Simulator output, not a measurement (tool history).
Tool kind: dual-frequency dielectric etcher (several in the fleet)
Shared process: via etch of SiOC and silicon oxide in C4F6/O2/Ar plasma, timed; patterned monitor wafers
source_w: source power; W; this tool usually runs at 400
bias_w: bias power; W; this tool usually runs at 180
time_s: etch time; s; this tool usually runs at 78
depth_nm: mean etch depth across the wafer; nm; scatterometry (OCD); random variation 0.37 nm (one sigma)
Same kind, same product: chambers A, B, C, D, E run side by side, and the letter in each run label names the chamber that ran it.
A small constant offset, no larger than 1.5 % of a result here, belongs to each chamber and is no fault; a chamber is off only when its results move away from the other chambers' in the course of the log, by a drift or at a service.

| run | hour | source_w | bias_w | time_s | read-back reference wafer on the same gauge, depth_nm | depth_nm |
|---|---|---|---|---|---|---|
|  | 4 | chamber C: bias power generator calibrated |
| 1A | 5.3 | 400 | 180 | 78 | 79.956 | 87.458 |
| 2E | 13.2 | 400 | 180 | 78 | 80.063 | 88.013 |
| 3D | 18.2 | 400 | 180 | 78 | 80.076 | 89.111 |
| 4B | 25.8 | 400 | 180 | 78 | 80.042 | 89.328 |
| 5C | 33.8 | 400 | 180 | 78 | 79.995 | 88.56 |
| 6A | 39.5 | 400 | 180 | 78 | 79.989 | 87.249 |
| 7D | 49.5 | 400 | 180 | 78 | 79.972 | 88.662 |
| 8E | 54 | 400 | 180 | 78 | 79.969 | 87.861 |
| 9B | 64.5 | 400 | 180 | 78 | 79.961 | 89.857 |
| 10C | 69.3 | 400 | 180 | 78 | 79.95 | 88.167 |
| 11C | 74.8 | 400 | 180 | 78 | 79.964 | 88.165 |
|  | 76.2 | chamber A: wet clean of the chamber |
| 12D | 82.6 | 400 | 180 | 78 | 80.012 | 88.776 |
| 13B | 89.6 | 400 | 180 | 78 | 79.986 | 89.409 |
| 14E | 98.7 | 400 | 180 | 78 | 79.988 | 88.556 |
| 15A | 107.7 | 400 | 180 | 78 | 79.999 | 87.37 |
|  | 108.7 | chamber C: source power generator calibrated |
| 16E | 116.1 | 400 | 180 | 78 | 79.985 | 88.474 |
| 17A | 126.1 | 400 | 180 | 78 | 79.958 | 87.822 |
| 18B | 134.4 | 400 | 180 | 65.5 | 80.013 | 74.04 |
| 19C | 142.9 | 400 | 180 | 65.5 | 79.958 | 74.628 |
| 20D | 148 | 400 | 180 | 65.5 | 80.101 | 75.157 |
| 21C | 153.7 | 400 | 180 | 65.5 | 80.035 | 73.88 |
| 22A | 163.9 | 400 | 180 | 65.5 | 79.902 | 73.546 |
| 23B | 172.7 | 400 | 180 | 78 | 79.98 | 89.65 |
| 24E | 179.5 | 400 | 180 | 78 | 79.953 | 88.858 |
| 25D | 187.5 | 400 | 180 | 78 | 80.077 | 88.891 |
| 26C | 192.9 | 400 | 180 | 78 | 80.025 | 88.347 |
| 27E | 200.6 | 400 | 180 | 78 | 79.934 | 88.042 |
| 28A | 205.5 | 350 | 160 | 78 | 79.986 | 79.606 |
| 29B | 212.7 | 350 | 160 | 78 | 80.082 | 81.59 |
| 30D | 221.1 | 350 | 160 | 78 | 79.921 | 81.577 |
| 31B | 226.1 | 350 | 160 | 78 | 79.925 | 81.064 |
| 32D | 236.4 | 350 | 160 | 78 | 79.974 | 81.484 |
| 33E | 241.6 | 400 | 180 | 78 | 80.027 | 88.759 |
| 34A | 248.5 | 400 | 180 | 78 | 79.943 | 87.569 |
| 35C | 257 | 400 | 180 | 92 | 79.959 | 104.81 |
|  | 263 | chamber E: wet clean of the chamber |
| 36C | 263.6 | 400 | 180 | 92 | 79.962 | 103.61 |
| 37D | 268.7 | 400 | 180 | 92 | 79.993 | 104.84 |
| 38E | 277.7 | 400 | 180 | 92 | 79.967 | 105.28 |
| 39A | 285 | 400 | 180 | 92 | 80.046 | 104.01 |
| 40B | 291.5 | 400 | 180 | 78 | 80.046 | 89.376 |
| 41B | 300.6 | 360 | 160 | 78 | 79.956 | 82.284 |
| 42E | 307.2 | 360 | 160 | 78 | 79.916 | 82.227 |
| 43D | 317 | 360 | 160 | 78 | 80.074 | 81.986 |

Does one chamber stand apart from the rest, does the shared gauge drift, or is all well apart from small per-chamber offsets? Give the chamber and the most likely cause, where there is one.

The fleet is healthy, with each chamber sitting at its usual small offset and no drift in the gauge.
